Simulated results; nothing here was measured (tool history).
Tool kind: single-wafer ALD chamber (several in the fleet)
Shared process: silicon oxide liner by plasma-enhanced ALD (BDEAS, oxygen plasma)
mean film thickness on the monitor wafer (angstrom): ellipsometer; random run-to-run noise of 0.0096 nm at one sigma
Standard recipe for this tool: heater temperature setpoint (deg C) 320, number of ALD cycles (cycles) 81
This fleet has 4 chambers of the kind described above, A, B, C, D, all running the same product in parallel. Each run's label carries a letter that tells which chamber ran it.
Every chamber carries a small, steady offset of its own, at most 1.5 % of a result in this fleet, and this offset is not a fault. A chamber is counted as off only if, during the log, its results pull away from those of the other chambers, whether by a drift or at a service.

run,hour,heater temperature setpoint (deg C),number of ALD cycles (cycles),hours since the last thermocouple change,"read-back reference wafer on the same gauge, thickness_nm",mean film thickness on the monitor wafer (angstrom)
1C,6.2,320,81,490.8,5.9223,72.492
2B,13.4,320,81,1268.7,5.9189,73.109
3A,19.4,320,81,1218.7,5.9179,73.370
4D,29.4,320,81,583.3,5.9164,73.314
5C,42.1,320,81,526.7,5.9176,72.551
6B,50.3,326,81,1305.6,5.9164,72.516
7A,56.0,326,81,1255.3,5.9153,72.610
8D,63.2,326,81,617.1,5.9130,72.569
9D,73.4,326,81,627.3,5.9121,72.687
10A,79.4,320,96,1278.7,5.9128,86.617
11B,91.0,320,96,1346.3,5.9095,86.603
12C,98.4,320,96,583.0,5.9128,85.843
13D,108.0,320,96,661.9,5.9094,86.869
14C,114.7,320,81,599.3,5.9092,72.436
15A,123.8,309,81,1323.1,5.9093,74.416
16B,132.6,309,81,1387.9,5.9051,74.347
17A,141.4,309,81,1340.7,5.9060,74.296
18C,147.1,309,81,631.7,5.9060,73.441
19D,153.5,314,69,707.4,5.9057,63.053
20B,160.7,314,69,1416.0,5.9067,62.653
21C,169.4,314,69,654.0,5.9027,62.209
22D,181.8,314,69,735.7,5.9025,62.916
23B,190.3,331,81,1445.6,5.9009,71.836
24A,198.1,331,81,1397.4,5.9016,72.044
25B,207.8,331,81,1463.1,5.9011,71.751
# hour 215.9: chamber A: thermocouple changed; heater temperature recalibrated
26A,216.4,331,81,0.5,5.8973,71.980
27D,228.5,320,81,782.4,5.8977,73.112
28C,234.4,320,81,719.0,5.8962,72.202
29C,245.7,320,81,730.3,5.8962,72.325
30D,257.5,320,81,811.4,5.8960,72.914
31B,268.2,320,81,1523.5,5.8913,73.015
32A,276.4,320,81,60.5,5.8940,73.137
33A,287.8,320,81,71.9,5.8922,72.932
34D,293.3,320,81,847.2,5.8903,72.949
35B,303.3,320,96,1558.6,5.8917,86.420
36C,312.2,320,96,796.8,5.8921,85.483
37D,320.8,320,96,874.7,5.8907,86.512

Decide between three cases: one chamber stands off from its peers, the gauge reading all wafers drifts, or nothing is wrong past each chamber's small offset. Where a chamber is off, say which and what most likely put it there.

The gauge drifts, so all chambers seem to drift together. No chamber is off.
Most likely cause: gauge reads low (%) = 0.541.
